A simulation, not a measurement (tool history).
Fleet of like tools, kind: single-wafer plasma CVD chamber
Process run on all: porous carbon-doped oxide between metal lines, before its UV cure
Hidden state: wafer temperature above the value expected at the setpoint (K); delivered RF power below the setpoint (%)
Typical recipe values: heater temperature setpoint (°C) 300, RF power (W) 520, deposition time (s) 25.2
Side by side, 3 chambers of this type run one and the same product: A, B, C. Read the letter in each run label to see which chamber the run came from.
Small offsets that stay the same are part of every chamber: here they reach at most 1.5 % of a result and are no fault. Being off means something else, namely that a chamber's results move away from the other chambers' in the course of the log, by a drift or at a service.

| run | hour | heater temperature setpoint (°C) | RF power (W) | deposition time (s) | hours since the last thermocouple change | hours since the last RF generator calibration | read-back reference wafer on the same gauge, thickness_nm | mean film thickness on the monitor wafer (angstrom) |
|---|---|---|---|---|---|---|---|---|
| 1B | 3.8 | 300 | 520 | 25.2 | 582.8 | 680.5 | 126.07 | 1398 |
| 2A | 8.7 | 300 | 520 | 25.2 | 1899.4 | 1000.1 | 126.03 | 1394.8 |
| 3C | 13.3 | 300 | 520 | 25.2 | 557.5 | 344.7 | 125.96 | 1405.4 |
| 4A | 16.1 | 300 | 520 | 25.2 | 1906.8 | 1007.5 | 126.04 | 1399.3 |
| 5B | 19.5 | 300 | 520 | 25.2 | 598.5 | 696.2 | 126 | 1412.6 |
| 6C | 21.8 | 300 | 520 | 25.2 | 566 | 353.2 | 125.96 | 1402.4 |
| 7C | 26.6 | 300 | 520 | 25.2 | 570.8 | 358 | 125.99 | 1405.8 |
| 8A | 30.1 | 300 | 520 | 25.2 | 1920.8 | 1021.5 | 126.07 | 1396.2 |
| 9B | 34.2 | 300 | 585 | 20.9 | 613.2 | 710.9 | 126.07 | 1267.5 |
| 10C | 38.6 | 300 | 585 | 20.9 | 582.8 | 370 | 126 | 1265.2 |
| 11B | 41 | 300 | 585 | 20.9 | 620 | 717.7 | 125.98 | 1269.2 |
| 12A | 44.6 | 300 | 520 | 25.2 | 1935.3 | 1036 | 126.09 | 1390.7 |
| 13A | 47.2 | 300 | 520 | 25.2 | 1937.9 | 1038.6 | 126.06 | 1389 |
| 14B | 51 | 300 | 520 | 25.2 | 630 | 727.7 | 125.95 | 1398.2 |
| 15C | 54.1 | 300 | 520 | 25.2 | 598.3 | 385.5 | 125.9 | 1392.1 |
| 16B | 57.2 | 305 | 615 | 25.2 | 636.2 | 733.9 | 126.03 | 1526.2 |
| 17A | 59.4 | 305 | 615 | 25.2 | 1950.1 | 1050.8 | 126.02 | 1516.1 |
| 18C | 63.2 | 305 | 615 | 25.2 | 607.4 | 394.6 | 125.95 | 1500.9 |
| 19C | 65.7 | 300 | 520 | 25.2 | 609.9 | 397.1 | 125.99 | 1381.7 |
| 20B | 69.3 | 300 | 520 | 25.2 | 648.3 | 746 | 126.02 | 1404.3 |
| 21A | 73.4 | 300 | 520 | 25.2 | 1964.1 | 1064.8 | 126 | 1384.2 |
| 22A | 75.9 | 300 | 520 | 25.2 | 1966.6 | 1067.3 | 125.9 | 1389.1 |
| 23C | 78.8 | 300 | 520 | 25.2 | 623 | 410.2 | 126.03 | 1376.7 |
| 24B | 83.6 | 300 | 520 | 25.2 | 662.6 | 760.3 | 126.03 | 1401.9 |
| 25A | 86.3 | 300 | 520 | 25.2 | 1977 | 1077.7 | 125.94 | 1387.4 |
| 26C | 88.9 | 300 | 520 | 25.2 | 633.1 | 420.3 | 126 | 1378.6 |

Next, all 3 chambers run the settings below, one line each with question marks for the results. What does each chamber give?
| 27A | 92.4 | 300 | 520 | 27.1 |  |  |  | ? |
| 27B | 92.4 | 300 | 520 | 27.1 |  |  |  | ? |
| 27C | 92.4 | 300 | 520 | 27.1 |  |  |  | ? |

| run | mean film thickness on the monitor wafer (angstrom) |
|---|---|
| 27A | 1490.5 |
| 27B | 1507.3 |
| 27C | 1464.3 |

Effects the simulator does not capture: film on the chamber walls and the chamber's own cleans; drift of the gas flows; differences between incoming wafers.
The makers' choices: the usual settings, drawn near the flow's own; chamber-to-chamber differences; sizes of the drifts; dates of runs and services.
